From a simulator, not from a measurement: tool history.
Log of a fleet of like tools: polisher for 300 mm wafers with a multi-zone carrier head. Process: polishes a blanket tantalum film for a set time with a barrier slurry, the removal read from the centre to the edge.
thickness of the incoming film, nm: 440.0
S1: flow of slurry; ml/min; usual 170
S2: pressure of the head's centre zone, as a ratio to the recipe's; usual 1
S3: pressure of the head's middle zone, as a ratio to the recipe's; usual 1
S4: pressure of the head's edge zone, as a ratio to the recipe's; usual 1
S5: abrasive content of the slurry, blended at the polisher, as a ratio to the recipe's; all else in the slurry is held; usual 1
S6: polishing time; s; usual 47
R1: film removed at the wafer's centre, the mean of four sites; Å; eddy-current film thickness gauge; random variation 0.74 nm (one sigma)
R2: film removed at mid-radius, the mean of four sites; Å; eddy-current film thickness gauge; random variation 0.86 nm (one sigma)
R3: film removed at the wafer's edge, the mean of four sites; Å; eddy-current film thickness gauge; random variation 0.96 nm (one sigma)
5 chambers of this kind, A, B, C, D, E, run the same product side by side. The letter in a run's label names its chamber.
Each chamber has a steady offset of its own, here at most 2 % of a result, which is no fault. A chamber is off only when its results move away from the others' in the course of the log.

{"day": 0.162, "done": "chamber E: centre zone pressure recalibrated"}
{"run": "1A", "day": 0.208, "S1": 170, "S2": 1, "S3": 1, "S4": 1, "S5": 1, "S6": 47, "R1": 843.02, "R2": 852.55, "R3": 859.72}
{"day": 0.421, "done": "chamber D: slurry nozzle cleaned"}
{"run": "2B", "day": 0.621, "S1": 170, "S2": 1, "S3": 1, "S4": 1, "S5": 1, "S6": 47, "R1": 863.12, "R2": 844.31, "R3": 855.87}
{"day": 0.783, "done": "chamber B: worn pad replaced by a new one"}
{"run": "3E", "day": 0.892, "S1": 170, "S2": 1, "S3": 1, "S4": 1, "S5": 1, "S6": 47, "R1": 846.32, "R2": 857.39, "R3": 839.82}
{"day": 0.942, "done": "chamber C: worn pad replaced by a new one"}
{"day": 1.108, "done": "chamber B: slurry nozzle cleaned"}
{"day": 1.117, "done": "chamber E: worn pad replaced by a new one"}
{"run": "4D", "day": 1.258, "S1": 170, "S2": 1, "S3": 1, "S4": 1, "S5": 1, "S6": 47, "R1": 853.47, "R2": 848.3, "R3": 840.45}
{"day": 1.408, "done": "chamber B: edge zone pressure recalibrated"}
{"day": 1.462, "done": "chamber C: slurry nozzle cleaned"}
{"run": "5C", "day": 1.604, "S1": 170, "S2": 1, "S3": 1, "S4": 1, "S5": 1, "S6": 47, "R1": 843.97, "R2": 840.75, "R3": 843.32}
{"run": "6C", "day": 1.942, "S1": 170, "S2": 1, "S3": 1, "S4": 1, "S5": 1, "S6": 47, "R1": 849.29, "R2": 834.37, "R3": 854.52}
{"run": "7E", "day": 2.292, "S1": 170, "S2": 1, "S3": 1, "S4": 1, "S5": 1, "S6": 47, "R1": 851.03, "R2": 847.2, "R3": 829.97}
{"day": 2.3, "done": "chamber A: worn pad replaced by a new one"}
{"run": "8A", "day": 2.729, "S1": 170, "S2": 1, "S3": 1, "S4": 1, "S5": 1, "S6": 47, "R1": 846.75, "R2": 846.05, "R3": 819.28}
{"run": "9B", "day": 3.029, "S1": 170, "S2": 1, "S3": 1, "S4": 1, "S5": 1, "S6": 47, "R1": 870.63, "R2": 852.88, "R3": 846.6}
{"day": 3.304, "done": "chamber B: worn pad replaced by a new one"}
{"run": "10D", "day": 3.333, "S1": 170, "S2": 1, "S3": 1, "S4": 1, "S5": 1, "S6": 47, "R1": 847.78, "R2": 855.12, "R3": 828.98}
{"run": "11B", "day": 3.562, "S1": 170, "S2": 1, "S3": 1, "S4": 1, "S5": 1, "S6": 47, "R1": 854.34, "R2": 851.16, "R3": 837.28}
{"run": "12D", "day": 3.817, "S1": 170, "S2": 1, "S3": 1, "S4": 1, "S5": 1, "S6": 47, "R1": 850.97, "R2": 845.36, "R3": 844.12}
{"run": "13E", "day": 4.05, "S1": 170, "S2": 1, "S3": 1, "S4": 1, "S5": 1, "S6": 47, "R1": 858.65, "R2": 843.83, "R3": 831.06}
{"run": "14C", "day": 4.446, "S1": 170, "S2": 1, "S3": 1, "S4": 1, "S5": 1, "S6": 47, "R1": 837.53, "R2": 826.42, "R3": 842.58}
{"day": 4.483, "done": "chamber D: worn pad replaced by a new one"}
{"day": 4.738, "done": "chamber A: worn pad replaced by a new one"}
{"day": 4.738, "done": "chamber C: worn pad replaced by a new one"}
{"run": "15A", "day": 4.817, "S1": 170, "S2": 0.93, "S3": 1, "S4": 1, "S5": 1, "S6": 47, "R1": 772.44, "R2": 835.75, "R3": 835.92}
{"day": 5.004, "done": "chamber E: worn pad replaced by a new one"}
{"run": "16A", "day": 5.246, "S1": 170, "S2": 0.93, "S3": 1, "S4": 1, "S5": 1, "S6": 47, "R1": 777.98, "R2": 841.48, "R3": 844.06}
{"day": 5.462, "done": "chamber B: worn pad replaced by a new one"}
{"run": "17B", "day": 5.596, "S1": 170, "S2": 0.93, "S3": 1, "S4": 1, "S5": 1, "S6": 47, "R1": 787.5, "R2": 852.52, "R3": 870.5}
{"run": "18D", "day": 5.992, "S1": 170, "S2": 0.93, "S3": 1, "S4": 1, "S5": 1, "S6": 47, "R1": 775.77, "R2": 860.84, "R3": 842.57}
{"day": 6.154, "done": "chamber C: centre zone pressure recalibrated"}
{"run": "19C", "day": 6.225, "S1": 170, "S2": 0.93, "S3": 1, "S4": 1, "S5": 1, "S6": 47, "R1": 856.72, "R2": 846.75, "R3": 836.92}
{"run": "20E", "day": 6.446, "S1": 170, "S2": 1, "S3": 1, "S4": 0.88, "S5": 1, "S6": 47, "R1": 840.69, "R2": 852.81, "R3": 784.36}
{"run": "21A", "day": 6.675, "S1": 170, "S2": 1, "S3": 1, "S4": 0.88, "S5": 1, "S6": 47, "R1": 840.52, "R2": 844.43, "R3": 785.43}
{"day": 6.925, "done": "chamber A: worn pad replaced by a new one"}
{"run": "22E", "day": 6.938, "S1": 170, "S2": 1, "S3": 1, "S4": 0.88, "S5": 1, "S6": 47, "R1": 834.35, "R2": 830.21, "R3": 783.67}
{"run": "23B", "day": 7.375, "S1": 170, "S2": 1, "S3": 1, "S4": 0.88, "S5": 1, "S6": 47, "R1": 864.16, "R2": 845.08, "R3": 798.34}
{"run": "24D", "day": 7.704, "S1": 170, "S2": 1, "S3": 1, "S4": 0.88, "S5": 1, "S6": 47, "R1": 850.44, "R2": 840.09, "R3": 801.95}
{"day": 7.746, "done": "chamber B: worn pad replaced by a new one"}
{"run": "25C", "day": 7.908, "S1": 170, "S2": 1, "S3": 1, "S4": 1, "S5": 1, "S6": 47, "R1": 933.48, "R2": 827.75, "R3": 852.76}
{"run": "26A", "day": 8.121, "S1": 170, "S2": 1.1, "S3": 1, "S4": 1, "S5": 1, "S6": 60, "R1": 1169.7, "R2": 1075.4, "R3": 1061.5}
{"day": 8.508, "done": "chamber C: worn pad replaced by a new one"}
{"run": "27E", "day": 8.525, "S1": 170, "S2": 1.1, "S3": 1, "S4": 1, "S5": 1, "S6": 60, "R1": 1197.1, "R2": 1083.4, "R3": 1068}
{"run": "28C", "day": 8.817, "S1": 170, "S2": 1.1, "S3": 1, "S4": 1, "S5": 1, "S6": 60, "R1": 1314.5, "R2": 1088.8, "R3": 1054.2}
{"day": 8.971, "done": "chamber D: slurry nozzle cleaned"}
{"day": 9.071, "done": "chamber E: worn pad replaced by a new one"}
{"run": "29D", "day": 9.212, "S1": 170, "S2": 1.1, "S3": 1, "S4": 1, "S5": 1, "S6": 60, "R1": 1187.8, "R2": 1068.1, "R3": 1091.8}
{"day": 9.3, "done": "chamber B: centre zone pressure recalibrated"}
{"day": 9.433, "done": "chamber A: worn pad replaced by a new one"}
{"run": "30B", "day": 9.442, "S1": 170, "S2": 1.1, "S3": 1, "S4": 1, "S5": 1, "S6": 60, "R1": 1209.3, "R2": 1087.5, "R3": 1106.5}
{"day": 9.479, "done": "chamber D: worn pad replaced by a new one"}
{"run": "31B", "day": 9.771, "S1": 170, "S2": 1, "S3": 1, "S4": 1, "S5": 1, "S6": 47, "R1": 856.11, "R2": 851.62, "R3": 856.72}
{"run": "32C", "day": 10.208, "S1": 170, "S2": 1, "S3": 1, "S4": 1, "S5": 1, "S6": 47, "R1": 945.04, "R2": 840.02, "R3": 856.77}
{"run": "33A", "day": 10.538, "S1": 170, "S2": 1, "S3": 1, "S4": 1, "S5": 1, "S6": 47, "R1": 846.18, "R2": 834.05, "R3": 858.83}
{"run": "34D", "day": 10.85, "S1": 170, "S2": 1.1, "S3": 1, "S4": 1, "S5": 1.2, "S6": 47, "R1": 973.13, "R2": 875.44, "R3": 893.76}
{"day": 11.092, "done": "chamber E: edge zone pressure recalibrated"}
{"run": "35E", "day": 11.238, "S1": 170, "S2": 1.1, "S3": 1, "S4": 1, "S5": 1.2, "S6": 47, "R1": 980.47, "R2": 885.36, "R3": 863.59}
{"run": "36C", "day": 11.517, "S1": 170, "S2": 1.1, "S3": 1, "S4": 1, "S5": 1.2, "S6": 47, "R1": 1091.1, "R2": 881.88, "R3": 897.44}
{"day": 11.562, "done": "chamber D: centre zone pressure recalibrated"}
{"run": "37D", "day": 11.838, "S1": 170, "S2": 1.1, "S3": 1, "S4": 1, "S5": 1.2, "S6": 47, "R1": 985.68, "R2": 885.7, "R3": 891.73}

All 5 chambers run these settings next. Forecast each chamber's results:
{"run": "38A", "day": 12.158, "S1": 170, "S2": 1, "S3": 1, "S4": 1, "S5": 1, "S6": 47, "R1": "?", "R2": "?", "R3": "?"}
{"run": "38B", "day": 12.158, "S1": 170, "S2": 1, "S3": 1, "S4": 1, "S5": 1, "S6": 47, "R1": "?", "R2": "?", "R3": "?"}
{"run": "38C", "day": 12.158, "S1": 170, "S2": 1, "S3": 1, "S4": 1, "S5": 1, "S6": 47, "R1": "?", "R2": "?", "R3": "?"}
{"run": "38D", "day": 12.158, "S1": 170, "S2": 1, "S3": 1, "S4": 1, "S5": 1, "S6": 47, "R1": "?", "R2": "?", "R3": "?"}
{"run": "38E", "day": 12.158, "S1": 170, "S2": 1, "S3": 1, "S4": 1, "S5": 1, "S6": 47, "R1": "?", "R2": "?", "R3": "?"}

run=38A R1=838.43 R2=851.25 R3=838.17
run=38B R1=861.86 R2=847.61 R3=843.24
run=38C R1=925.23 R2=838.73 R3=865.77
run=38D R1=850.01 R2=853.24 R3=841.62
run=38E R1=855.55 R2=845.97 R3=847.23
